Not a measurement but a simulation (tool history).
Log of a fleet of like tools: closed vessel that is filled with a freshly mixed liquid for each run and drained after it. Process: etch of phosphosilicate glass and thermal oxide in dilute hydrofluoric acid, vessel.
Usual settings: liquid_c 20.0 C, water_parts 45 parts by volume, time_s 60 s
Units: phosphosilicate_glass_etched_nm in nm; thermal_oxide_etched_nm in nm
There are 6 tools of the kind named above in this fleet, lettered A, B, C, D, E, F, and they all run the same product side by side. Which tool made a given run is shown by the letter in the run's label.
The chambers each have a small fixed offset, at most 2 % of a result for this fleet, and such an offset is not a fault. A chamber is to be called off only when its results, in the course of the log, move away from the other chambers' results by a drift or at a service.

run,hour,liquid_c,water_parts,time_s,hours since the thermometer was replaced,hours since the hydrofluoric acid flow meter was replaced,"read-back film thickness of the phosphosilicate glass reference wafer, read on the same gauge (nm)","read-back film thickness of the thermal oxide reference wafer, read on the same gauge (nm)",phosphosilicate_glass_etched_nm,thermal_oxide_etched_nm
1E,5.0,20.0,45,60,127.3,300.8,129.99,89.984,86.156,5.8501
2B,10.2,20.0,45,60,512.3,1252.2,129.99,90.022,86.186,5.9069
3C,12.8,20.0,45,60,1031.4,225.0,129.98,90.035,85.481,5.8545
4D,16.9,20.0,45,60,1515.2,837.2,130.01,89.988,85.599,5.7576
5A,22.1,20.0,45,60,1761.6,1813.6,130.00,89.985,84.946,5.7946
6F,25.4,20.0,45,60,627.9,208.7,129.96,89.930,85.103,5.8076
7A,28.6,20.0,55,90,1768.1,1820.1,130.03,90.007,103.850,6.9939
# hour 30.2: chamber B: thermometer replaced
8C,33.1,20.0,55,90,1051.7,245.3,130.00,90.009,103.940,7.1413
9D,39.0,20.0,55,90,1537.3,859.3,129.99,90.001,103.930,7.0751
10F,42.6,20.0,55,90,645.1,225.9,130.01,89.971,103.140,7.2632
11B,45.2,20.0,55,90,15.0,1287.2,130.01,90.008,104.180,7.0266
12E,48.2,20.0,55,90,170.5,344.0,130.03,90.025,103.780,7.0417
13F,53.4,20.0,45,60,655.9,236.7,129.99,89.998,85.468,5.7962
14D,57.9,20.0,45,60,1556.2,878.2,130.04,90.008,85.049,5.8133
15E,63.4,20.0,60,60,185.7,359.2,130.01,90.008,62.847,4.3181
16B,69.1,20.0,60,60,38.9,1311.1,129.99,90.006,63.451,4.2640
17A,72.1,20.0,60,60,1811.6,1863.6,130.01,90.013,62.806,4.2241
18C,78.0,20.0,60,60,1096.6,290.2,130.01,90.007,63.199,4.3856
19F,83.9,20.0,60,60,686.4,267.2,129.97,89.991,62.442,4.2844
20D,87.0,20.0,60,60,1585.3,907.3,130.01,89.988,63.154,4.2311
21C,90.6,20.0,45,60,1109.2,302.8,130.01,89.967,86.063,5.8557
# hour 92.3: chamber A: hydrofluoric acid flow meter replaced
22B,95.1,20.0,45,60,64.9,1337.1,130.01,89.996,86.557,5.8449
23A,100.0,20.0,45,60,1839.5,7.8,129.96,89.995,84.992,5.8142
24E,103.0,20.0,45,60,225.3,398.8,130.02,90.006,85.862,5.7621
25F,107.8,20.0,45,60,710.3,291.1,129.99,89.965,85.026,5.8991
26B,111.5,20.0,45,60,81.3,1353.5,130.00,90.017,86.651,5.7426
27E,115.4,20.0,45,60,237.7,411.2,130.01,89.972,85.592,5.7754
28C,119.2,20.0,45,60,1137.8,331.4,130.01,89.987,86.067,5.8930
29A,124.5,20.0,45,60,1864.0,32.3,130.01,89.971,85.043,5.6792
30D,128.5,20.0,45,60,1626.8,948.8,130.01,89.976,85.088,5.8164
31F,132.7,20.0,45,60,735.2,316.0,130.00,90.006,85.194,5.9241
32E,138.0,20.0,45,60,260.3,433.8,130.02,89.960,86.011,5.7482
33A,142.5,17.0,30,60,1882.0,50.3,130.00,89.974,113.360,7.7520
34D,147.8,17.0,30,60,1646.1,968.1,130.02,90.003,113.310,7.8616
35C,151.5,17.0,30,60,1170.1,363.7,130.02,90.005,113.220,7.7901
36B,155.6,17.0,30,60,125.4,1397.6,130.00,90.027,116.690,7.9580
37E,160.9,17.0,30,60,283.2,456.7,129.97,90.000,115.500,7.7999
38B,164.1,17.0,30,60,133.9,1406.1,129.96,90.030,116.270,7.8303
39A,168.7,20.0,45,60,1908.2,76.5,129.99,90.014,85.306,5.7888
40C,174.6,20.0,45,60,1193.2,386.8,130.03,90.045,85.367,5.7638
41F,180.4,18.5,30,60,782.9,363.7,130.02,89.978,123.500,8.4790
42D,185.4,18.5,30,60,1683.7,1005.7,130.00,90.036,121.940,8.1487

One chamber off, gauge drift, or nothing amiss beyond the chambers' own small offsets? If it is a chamber, which one, and what is the likeliest cause?

No chamber stands off beyond its own small offset, and the gauge holds steady.
